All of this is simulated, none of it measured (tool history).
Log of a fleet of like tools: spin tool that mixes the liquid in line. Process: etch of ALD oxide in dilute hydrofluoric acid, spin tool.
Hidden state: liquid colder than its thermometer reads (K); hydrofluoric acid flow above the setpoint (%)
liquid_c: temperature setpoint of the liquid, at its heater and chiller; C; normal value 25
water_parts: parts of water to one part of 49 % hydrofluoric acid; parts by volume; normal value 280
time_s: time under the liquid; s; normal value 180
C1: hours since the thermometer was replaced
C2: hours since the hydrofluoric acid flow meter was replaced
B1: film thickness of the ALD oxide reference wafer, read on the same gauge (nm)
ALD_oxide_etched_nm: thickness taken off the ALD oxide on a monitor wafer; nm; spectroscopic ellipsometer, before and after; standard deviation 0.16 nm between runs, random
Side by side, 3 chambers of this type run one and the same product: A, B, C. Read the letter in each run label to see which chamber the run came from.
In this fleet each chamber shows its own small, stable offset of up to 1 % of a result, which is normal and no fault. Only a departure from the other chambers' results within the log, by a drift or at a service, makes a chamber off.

{"run": "1C", "day": 0.208, "liquid_c": 25, "water_parts": 280, "time_s": 180, "C1": 644.0, "C2": 389.0, "B1": 110.02, "ALD_oxide_etched_nm": 17.399}
{"run": "2A", "day": 0.396, "liquid_c": 25, "water_parts": 280, "time_s": 180, "C1": 246.8, "C2": 788.2, "B1": 110.02, "ALD_oxide_etched_nm": 17.808}
{"run": "3B", "day": 0.608, "liquid_c": 25, "water_parts": 280, "time_s": 180, "C1": 1002.3, "C2": 828.2, "B1": 110.01, "ALD_oxide_etched_nm": 17.701}
{"run": "4B", "day": 0.808, "liquid_c": 25, "water_parts": 280, "time_s": 180, "C1": 1007.1, "C2": 833.0, "B1": 110.03, "ALD_oxide_etched_nm": 17.936}
{"run": "5A", "day": 0.979, "liquid_c": 25, "water_parts": 280, "time_s": 180, "C1": 260.8, "C2": 802.2, "B1": 110.0, "ALD_oxide_etched_nm": 17.648}
{"run": "6C", "day": 1.121, "liquid_c": 25, "water_parts": 280, "time_s": 180, "C1": 665.9, "C2": 410.9, "B1": 110.03, "ALD_oxide_etched_nm": 17.581}
{"run": "7B", "day": 1.283, "liquid_c": 25, "water_parts": 280, "time_s": 180, "C1": 1018.5, "C2": 844.4, "B1": 110.01, "ALD_oxide_etched_nm": 17.667}
{"run": "8A", "day": 1.512, "liquid_c": 25, "water_parts": 280, "time_s": 125, "C1": 273.6, "C2": 815.0, "B1": 110.0, "ALD_oxide_etched_nm": 12.495}
{"run": "9C", "day": 1.733, "liquid_c": 25, "water_parts": 280, "time_s": 125, "C1": 680.6, "C2": 425.6, "B1": 110.01, "ALD_oxide_etched_nm": 12.35}
{"run": "10B", "day": 1.871, "liquid_c": 25, "water_parts": 280, "time_s": 125, "C1": 1032.6, "C2": 858.5, "B1": 109.99, "ALD_oxide_etched_nm": 12.285}
{"run": "11C", "day": 2.0, "liquid_c": 25, "water_parts": 280, "time_s": 180, "C1": 687.0, "C2": 432.0, "B1": 110.0, "ALD_oxide_etched_nm": 17.761}
{"run": "12A", "day": 2.179, "liquid_c": 25, "water_parts": 280, "time_s": 180, "C1": 289.6, "C2": 831.0, "B1": 109.97, "ALD_oxide_etched_nm": 17.737}
{"run": "13C", "day": 2.333, "liquid_c": 25, "water_parts": 280, "time_s": 180, "C1": 695.0, "C2": 440.0, "B1": 109.98, "ALD_oxide_etched_nm": 17.761}
{"run": "14A", "day": 2.492, "liquid_c": 25, "water_parts": 280, "time_s": 180, "C1": 297.1, "C2": 838.5, "B1": 109.97, "ALD_oxide_etched_nm": 17.801}
{"run": "15B", "day": 2.658, "liquid_c": 25, "water_parts": 280, "time_s": 180, "C1": 1051.5, "C2": 877.4, "B1": 110.01, "ALD_oxide_etched_nm": 17.811}
{"run": "16B", "day": 2.838, "liquid_c": 25, "water_parts": 280, "time_s": 180, "C1": 1055.8, "C2": 881.7, "B1": 109.98, "ALD_oxide_etched_nm": 17.441}
{"run": "17A", "day": 3.033, "liquid_c": 25, "water_parts": 280, "time_s": 180, "C1": 310.1, "C2": 851.5, "B1": 109.99, "ALD_oxide_etched_nm": 18.061}
{"run": "18C", "day": 3.221, "liquid_c": 25, "water_parts": 280, "time_s": 180, "C1": 716.3, "C2": 461.3, "B1": 110.04, "ALD_oxide_etched_nm": 17.792}
{"run": "19C", "day": 3.321, "liquid_c": 25, "water_parts": 280, "time_s": 180, "C1": 718.7, "C2": 463.7, "B1": 109.98, "ALD_oxide_etched_nm": 17.738}
{"run": "20A", "day": 3.429, "liquid_c": 25, "water_parts": 280, "time_s": 180, "C1": 319.6, "C2": 861.0, "B1": 109.99, "ALD_oxide_etched_nm": 17.62}
{"run": "21B", "day": 3.567, "liquid_c": 25, "water_parts": 280, "time_s": 180, "C1": 1073.3, "C2": 899.2, "B1": 110.01, "ALD_oxide_etched_nm": 17.683}
{"run": "22B", "day": 3.712, "liquid_c": 25, "water_parts": 280, "time_s": 180, "C1": 1076.8, "C2": 902.7, "B1": 109.98, "ALD_oxide_etched_nm": 17.619}
{"run": "23C", "day": 3.9, "liquid_c": 25, "water_parts": 280, "time_s": 180, "C1": 732.6, "C2": 477.6, "B1": 109.98, "ALD_oxide_etched_nm": 17.409}

Predict what each chamber gives when all 3 of them run the settings below next.
{"run": "24A", "day": 4.067, "liquid_c": 25, "water_parts": 280, "time_s": 225, "ALD_oxide_etched_nm": "?"}
{"run": "24B", "day": 4.067, "liquid_c": 25, "water_parts": 280, "time_s": 225, "ALD_oxide_etched_nm": "?"}
{"run": "24C", "day": 4.067, "liquid_c": 25, "water_parts": 280, "time_s": 225, "ALD_oxide_etched_nm": "?"}

run=24A ALD_oxide_etched_nm=22.526
run=24B ALD_oxide_etched_nm=21.999
run=24C ALD_oxide_etched_nm=22.223
